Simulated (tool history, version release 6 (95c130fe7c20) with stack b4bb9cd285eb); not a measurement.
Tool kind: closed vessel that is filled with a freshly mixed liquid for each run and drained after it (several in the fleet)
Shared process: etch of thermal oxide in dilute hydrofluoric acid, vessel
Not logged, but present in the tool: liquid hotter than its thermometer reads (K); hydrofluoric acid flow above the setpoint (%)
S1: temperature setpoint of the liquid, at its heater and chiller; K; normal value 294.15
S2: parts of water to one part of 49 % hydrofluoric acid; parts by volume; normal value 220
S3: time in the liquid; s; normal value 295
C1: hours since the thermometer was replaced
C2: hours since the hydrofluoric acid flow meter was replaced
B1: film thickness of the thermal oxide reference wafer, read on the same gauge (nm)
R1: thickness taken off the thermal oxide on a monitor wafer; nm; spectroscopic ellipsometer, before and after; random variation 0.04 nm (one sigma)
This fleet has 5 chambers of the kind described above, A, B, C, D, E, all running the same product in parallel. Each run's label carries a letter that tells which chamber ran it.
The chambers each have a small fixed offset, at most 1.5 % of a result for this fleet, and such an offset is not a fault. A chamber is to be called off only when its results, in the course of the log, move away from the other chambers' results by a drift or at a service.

run,day,S1,S2,S3,C1,C2,B1,R1
1E,0.125,294.15,220,295,195.0,1002.0,149.99,4.8351
2A,0.312,294.15,220,295,779.2,578.1,149.99,4.8218
3D,0.554,294.15,220,295,1895.6,1124.4,149.99,4.8616
4C,0.688,294.15,220,295,1683.2,77.7,150.02,4.7527
5B,0.904,290.15,220,125,1276.6,419.4,149.99,1.7296
6A,1.058,290.15,220,125,797.1,596.0,150.01,1.7685
7D,1.221,290.15,220,125,1911.6,1140.4,150.00,1.7424
8B,1.425,290.15,220,125,1289.1,431.9,149.97,1.7292
9E,1.679,290.15,220,125,232.3,1039.3,150.01,1.7542
10C,1.904,294.15,220,295,1712.4,106.9,149.99,4.7805
11B,2.054,294.15,220,295,1304.2,447.0,150.01,4.7803
12A,2.217,294.15,220,295,824.9,623.8,150.01,4.8541
13E,2.458,294.15,220,295,251.0,1058.0,150.01,4.7717
14C,2.683,294.15,220,295,1731.1,125.6,149.98,4.6874
15D,2.875,294.15,220,295,1951.3,1180.1,150.00,4.8473
16D,3.133,294.15,220,295,1957.5,1186.3,149.99,4.8135
17C,3.350,294.15,220,295,1747.1,141.6,150.00,4.7805
18B,3.483,294.15,220,295,1338.5,481.3,149.99,4.8143
19E,3.683,298.15,220,385,280.4,1087.4,150.03,7.3136
20A,3.883,298.15,220,385,864.9,663.8,150.00,7.1985
21B,4.133,298.15,220,385,1354.1,496.9,149.99,7.2937
22E,4.288,298.15,220,385,294.9,1101.9,150.00,7.3585
23A,4.521,298.15,220,385,880.2,679.1,149.98,7.3501
24C,4.658,294.15,290,140,1778.5,173.0,150.01,1.6146
25D,4.854,294.15,290,140,1998.8,1227.6,150.00,1.6035
26D,5.017,294.15,290,140,2002.7,1231.5,150.02,1.6084
27C,5.225,294.15,290,140,1792.1,186.6,150.00,1.6068
28E,5.488,294.15,290,140,323.7,1130.7,150.00,1.6346
29A,5.712,294.15,220,455,908.8,707.7,150.01,7.4201
30B,5.846,294.15,220,455,1395.2,538.0,150.00,7.8216
31D,5.971,294.15,220,455,2025.6,1254.4,150.01,7.4354
32A,6.179,294.15,220,455,920.0,718.9,150.02,7.5203
33B,6.404,294.15,220,455,1408.6,551.4,149.99,7.9138
34E,6.604,294.15,220,295,350.5,1157.5,150.02,4.8350
35C,6.867,290.65,155,295,1831.5,226.0,150.00,6.2043
36A,7.096,290.65,155,295,942.0,740.9,150.00,6.3793
37C,7.258,290.65,155,295,1840.9,235.4,149.98,6.2351

For the next run the whole fleet of 5 chambers uses the same settings. Give each chamber's results:
38A,7.454,294.15,220,435,,,,?
38B,7.454,294.15,220,435,,,,?
38C,7.454,294.15,220,435,,,,?
38D,7.454,294.15,220,435,,,,?
38E,7.454,294.15,220,435,,,,?

run,R1
38A,7.1719
38B,7.5521
38C,7.1640
38D,7.1692
38E,7.0557

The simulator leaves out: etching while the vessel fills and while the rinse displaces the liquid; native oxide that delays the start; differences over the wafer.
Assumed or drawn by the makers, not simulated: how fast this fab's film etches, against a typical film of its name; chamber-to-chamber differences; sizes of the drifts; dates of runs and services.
